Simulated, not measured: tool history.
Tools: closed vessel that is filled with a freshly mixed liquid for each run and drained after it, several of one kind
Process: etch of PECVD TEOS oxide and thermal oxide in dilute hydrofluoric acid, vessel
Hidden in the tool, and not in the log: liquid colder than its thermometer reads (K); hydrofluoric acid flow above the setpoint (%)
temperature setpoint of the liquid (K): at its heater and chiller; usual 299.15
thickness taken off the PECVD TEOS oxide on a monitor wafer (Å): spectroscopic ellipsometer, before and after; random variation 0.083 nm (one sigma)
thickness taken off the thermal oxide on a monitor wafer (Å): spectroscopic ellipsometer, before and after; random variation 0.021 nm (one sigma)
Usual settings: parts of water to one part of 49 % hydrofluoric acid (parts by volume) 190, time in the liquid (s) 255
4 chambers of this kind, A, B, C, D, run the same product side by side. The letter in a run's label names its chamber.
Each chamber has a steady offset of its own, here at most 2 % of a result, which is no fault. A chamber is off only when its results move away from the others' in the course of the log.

run,hour,temperature setpoint of the liquid (K),parts of water to one part of 49 % hydrofluoric acid (parts by volume),time in the liquid (s),hours since the thermometer was replaced,hours since the hydrofluoric acid flow meter was replaced,"read-back film thickness of the PECVD TEOS oxide reference wafer, read on the same gauge (nm)","read-back film thickness of the thermal oxide reference wafer, read on the same gauge (nm)",thickness taken off the PECVD TEOS oxide on a monitor wafer (Å),thickness taken off the thermal oxide on a monitor wafer (Å)
# hour 2.3: chamber B: thermometer replaced
1D,3.0,299.15,190,255,1214.4,133.0,99.993,69.993,244.32,59.704
2A,6.9,299.15,190,255,910.3,822.2,100.020,70.018,246.18,60.094
3C,9.9,299.15,190,255,1706.5,989.6,100.010,69.981,246.84,59.976
4B,15.1,299.15,190,255,12.9,122.7,99.996,69.989,245.33,61.004
5C,17.9,299.15,190,255,1714.5,997.6,100.030,69.978,246.35,60.136
6B,22.1,299.15,190,255,19.9,129.7,100.010,69.979,246.24,61.226
7D,26.3,299.15,190,255,1237.7,156.3,100.020,70.032,245.51,59.995
8A,29.3,299.15,190,255,932.7,844.6,99.977,69.976,245.29,60.118
9C,32.3,303.65,190,255,1728.9,1012.0,100.020,70.019,285.77,70.469
10B,36.9,303.65,190,255,34.7,144.5,100.010,69.973,289.20,71.377
11D,41.4,303.65,190,255,1252.8,171.4,100.040,69.979,287.06,70.347
12A,46.8,303.65,190,255,950.2,862.1,99.973,69.997,287.27,70.615
13B,51.9,299.15,190,255,49.7,159.5,99.976,70.016,246.31,60.950
14C,56.2,299.15,190,255,1752.8,1035.9,100.000,70.014,245.20,60.243
15D,61.2,299.15,190,255,1272.6,191.2,99.999,69.990,245.99,59.515
16A,66.3,299.15,190,255,969.7,881.6,99.989,70.044,245.79,59.934
17B,69.0,299.15,190,255,66.8,176.6,100.010,70.004,247.27,60.905
18A,71.6,297.15,190,395,975.0,886.9,99.988,69.984,356.07,86.622
19C,76.7,297.15,190,395,1773.3,1056.4,100.020,69.998,353.88,86.656
20D,80.3,297.15,190,395,1291.7,210.3,100.030,70.028,352.73,86.005
21C,84.1,297.15,190,395,1780.7,1063.8,99.991,70.016,353.77,86.714
22D,86.4,299.15,190,255,1297.8,216.4,99.991,69.992,245.24,59.648
23A,90.3,299.15,190,255,993.7,905.6,99.972,69.974,245.64,59.814
24B,92.9,299.15,190,255,90.7,200.5,99.982,69.986,248.27,60.907
25C,97.7,299.15,190,255,1794.3,1077.4,99.965,69.973,244.10,59.772
26B,101.3,299.15,190,255,99.1,208.9,100.000,69.998,247.44,60.799
27D,106.3,302.65,190,385,1317.7,236.3,100.020,70.002,420.70,102.250
28A,111.1,302.65,190,385,1014.5,926.4,100.000,70.008,421.30,102.730
29A,115.4,302.65,190,385,1018.8,930.7,99.966,69.947,420.15,102.570
30B,119.4,302.65,190,385,117.2,227.0,99.971,69.977,420.19,104.280
31C,123.3,297.15,190,255,1819.9,1103.0,99.989,70.009,227.39,56.096
32D,126.2,297.15,190,255,1337.6,256.2,99.971,69.988,227.87,55.996
33D,129.3,297.15,190,255,1340.7,259.3,100.010,69.996,227.04,55.479
34C,133.9,297.15,190,255,1830.5,1113.6,99.994,69.990,227.72,55.956
35B,139.0,299.15,190,255,136.8,246.6,99.984,69.991,245.90,61.149
36A,142.8,299.15,190,255,1046.2,958.1,100.020,70.028,243.76,59.867
37D,146.6,299.15,190,255,1358.0,276.6,99.992,70.036,244.10,60.060
38A,150.1,299.15,190,255,1053.5,965.4,100.020,69.984,244.78,59.854
39B,154.6,299.15,190,255,152.4,262.2,100.000,69.990,245.89,60.940
40C,159.6,299.15,190,255,1856.2,1139.3,100.010,70.009,245.14,60.039
41A,164.3,299.15,190,405,1067.7,979.6,99.990,69.983,391.48,95.808
# hour 165.0: chamber D: thermometer replaced
42B,169.6,299.15,190,405,167.4,277.2,99.984,69.996,389.81,96.658
43C,172.4,299.15,190,405,1869.0,1152.1,100.040,70.006,389.30,95.722
44D,174.8,299.15,190,405,9.8,304.8,100.010,70.006,390.21,94.615

All 4 chambers run these settings next. Forecast each chamber's results:
45A,178.7,299.15,190,255,,,,,?,?
45B,178.7,299.15,190,255,,,,,?,?
45C,178.7,299.15,190,255,,,,,?,?
45D,178.7,299.15,190,255,,,,,?,?

run,thickness taken off the PECVD TEOS oxide on a monitor wafer (Å),thickness taken off the thermal oxide on a monitor wafer (Å)
45A,245.44,60.082
45B,246.24,60.629
45C,244.90,60.575
45D,245.13,59.585
